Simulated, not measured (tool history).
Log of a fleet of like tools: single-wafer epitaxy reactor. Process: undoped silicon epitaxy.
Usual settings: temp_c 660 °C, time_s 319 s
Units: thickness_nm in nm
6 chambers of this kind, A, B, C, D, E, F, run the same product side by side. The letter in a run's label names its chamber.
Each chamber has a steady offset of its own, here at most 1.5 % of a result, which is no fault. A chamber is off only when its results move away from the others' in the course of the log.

run,hour,temp_c,time_s,"read-back reference wafer on the same gauge, thickness_nm",thickness_nm
1B,6.8,660,319,72.386,66.777
2A,18.5,660,319,72.479,66.736
3F,28.1,660,319,72.465,66.293
4C,35.1,660,319,72.437,66.371
5D,45.7,660,319,72.435,66.955
6E,52.9,660,319,72.483,64.89
7C,59.7,660,319,72.533,65.924
8B,66.1,660,319,72.436,66.734
9F,71.8,660,319,72.562,66.384
10A,79,646,269,72.608,41.299
11D,90.2,646,269,72.444,41.71
12E,97.7,646,269,72.515,41.066
13D,109.3,646,269,72.435,41.829
14E,120.4,646,269,72.605,41.328
15B,130.6,646,269,72.52,41.931
16C,139,660,319,72.453,66.367
17A,145,660,319,72.504,66.518
18F,155.4,660,319,72.397,65.999
19D,160.8,670,319,72.511,83.046
20F,167.8,670,319,72.421,81.736
21E,179.3,670,319,72.536,81.091
22B,190.9,670,319,72.479,82.412
23C,197.8,670,319,72.595,81.845
24A,208,670,319,72.551,82.065
25E,216.2,660,319,72.391,64.758
26F,225.1,660,319,72.6,66.51
27A,235.4,673,362,72.444,99.094
28B,242.2,673,362,72.456,98.97
29C,248.8,673,362,72.539,98.321
30D,259.9,673,362,72.595,99.583
31F,271.3,673,362,72.472,99.411
32E,282.4,673,362,72.53,96.629
# hour 286.8: chamber B: pyrometer calibrated
33B,290,660,319,72.497,66.826
34D,295,660,319,72.498,66.907
35C,301.7,660,319,72.455,66.101
36A,312,654,319,72.477,58.435
37E,320.5,654,319,72.535,58.135
38D,330.2,654,319,72.508,59.139
39C,336.1,654,319,72.545,58.056
40F,342.5,654,319,72.541,58.289

What goes on in this fleet: one chamber off, a drifting gauge, or nothing beyond the chambers' own small offsets? Name the chamber and the cause, if any.

No chamber stands off beyond its own small offset, and the gauge holds steady.

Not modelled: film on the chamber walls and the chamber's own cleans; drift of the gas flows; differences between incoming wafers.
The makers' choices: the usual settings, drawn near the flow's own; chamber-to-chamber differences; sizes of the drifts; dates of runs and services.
